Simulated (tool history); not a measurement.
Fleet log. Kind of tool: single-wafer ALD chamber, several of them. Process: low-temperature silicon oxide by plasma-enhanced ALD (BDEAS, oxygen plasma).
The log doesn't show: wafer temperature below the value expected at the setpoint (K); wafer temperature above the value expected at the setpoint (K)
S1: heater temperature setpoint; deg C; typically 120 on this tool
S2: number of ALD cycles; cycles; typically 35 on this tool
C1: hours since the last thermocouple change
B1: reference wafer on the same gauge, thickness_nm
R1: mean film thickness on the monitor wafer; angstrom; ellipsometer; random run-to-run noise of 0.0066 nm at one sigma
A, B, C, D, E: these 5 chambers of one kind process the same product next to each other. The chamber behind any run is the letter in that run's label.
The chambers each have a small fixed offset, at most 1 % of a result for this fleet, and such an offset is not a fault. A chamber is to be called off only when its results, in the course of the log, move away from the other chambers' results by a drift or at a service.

run 1C hour=7.9 | S1=120 S2=35 | C1=107.7 | B1=4.9208 | R1=48.261
-- hour=10.9 chamber D: thermocouple changed; heater temperature recalibrated
run 2E hour=19.5 | S1=120 S2=35 | C1=1897.4 | B1=4.9230 | R1=48.267
run 3B hour=29.8 | S1=120 S2=35 | C1=970.6 | B1=4.9221 | R1=47.910
run 4D hour=40.2 | S1=120 S2=35 | C1=29.3 | B1=4.9233 | R1=48.693
run 5A hour=51.7 | S1=120 S2=35 | C1=488.8 | B1=4.9238 | R1=48.377
run 6C hour=62.7 | S1=120 S2=35 | C1=162.5 | B1=4.9259 | R1=48.320
run 7B hour=72.5 | S1=120 S2=35 | C1=1013.3 | B1=4.9252 | R1=48.009
run 8D hour=79.6 | S1=120 S2=35 | C1=68.7 | B1=4.9252 | R1=48.618
run 9A hour=89.9 | S1=120 S2=35 | C1=527.0 | B1=4.9266 | R1=48.482
run 10E hour=99.0 | S1=120 S2=35 | C1=1976.9 | B1=4.9268 | R1=48.334
run 11A hour=108.1 | S1=120 S2=35 | C1=545.2 | B1=4.9300 | R1=48.441
run 12C hour=119.8 | S1=120 S2=35 | C1=219.6 | B1=4.9288 | R1=48.295
run 13D hour=128.2 | S1=120 S2=38 | C1=117.3 | B1=4.9300 | R1=52.910
run 14B hour=135.7 | S1=120 S2=38 | C1=1076.5 | B1=4.9292 | R1=52.165
run 15E hour=143.9 | S1=120 S2=38 | C1=2021.8 | B1=4.9328 | R1=52.571
run 16D hour=154.4 | S1=120 S2=38 | C1=143.5 | B1=4.9321 | R1=52.857
run 17E hour=166.7 | S1=120 S2=38 | C1=2044.6 | B1=4.9337 | R1=52.534
run 18C hour=176.1 | S1=120 S2=35 | C1=275.9 | B1=4.9324 | R1=48.511
run 19A hour=184.1 | S1=120 S2=35 | C1=621.2 | B1=4.9353 | R1=48.477
-- hour=184.7 chamber B: thermocouple changed; heater temperature recalibrated
run 20B hour=193.6 | S1=120 S2=35 | C1=8.9 | B1=4.9341 | R1=48.018
run 21A hour=205.3 | S1=120 S2=35 | C1=642.4 | B1=4.9359 | R1=48.639
run 22C hour=211.7 | S1=120 S2=35 | C1=311.5 | B1=4.9377 | R1=48.400
run 23B hour=224.2 | S1=120 S2=35 | C1=39.5 | B1=4.9382 | R1=48.092
run 24D hour=233.9 | S1=120 S2=35 | C1=223.0 | B1=4.9395 | R1=48.713
run 25E hour=241.2 | S1=120 S2=35 | C1=2119.1 | B1=4.9385 | R1=48.505
run 26A hour=253.5 | S1=120 S2=35 | C1=690.6 | B1=4.9406 | R1=48.558
run 27B hour=262.2 | S1=120 S2=35 | C1=77.5 | B1=4.9413 | R1=48.085
run 28E hour=270.6 | S1=120 S2=37 | C1=2148.5 | B1=4.9427 | R1=51.251
run 29D hour=279.0 | S1=120 S2=37 | C1=268.1 | B1=4.9413 | R1=51.693
run 30C hour=289.8 | S1=120 S2=37 | C1=389.6 | B1=4.9438 | R1=51.154
run 31E hour=301.5 | S1=120 S2=37 | C1=2179.4 | B1=4.9434 | R1=51.268
run 32B hour=315.2 | S1=120 S2=37 | C1=130.5 | B1=4.9450 | R1=50.872
run 33D hour=329.0 | S1=120 S2=35 | C1=318.1 | B1=4.9443 | R1=48.838
run 34A hour=340.1 | S1=120 S2=35 | C1=777.2 | B1=4.9480 | R1=48.649

For the next run the whole fleet of 5 chambers uses the same settings. Give each chamber's results:
run 35A hour=350.1 | S1=120 S2=35 | R1=?
run 35B hour=350.1 | S1=120 S2=35 | R1=?
run 35C hour=350.1 | S1=120 S2=35 | R1=?
run 35D hour=350.1 | S1=120 S2=35 | R1=?
run 35E hour=350.1 | S1=120 S2=35 | R1=?

run=35A R1=48.644
run=35B R1=48.289
run=35C R1=48.571
run=35D R1=48.827
run=35E R1=48.470

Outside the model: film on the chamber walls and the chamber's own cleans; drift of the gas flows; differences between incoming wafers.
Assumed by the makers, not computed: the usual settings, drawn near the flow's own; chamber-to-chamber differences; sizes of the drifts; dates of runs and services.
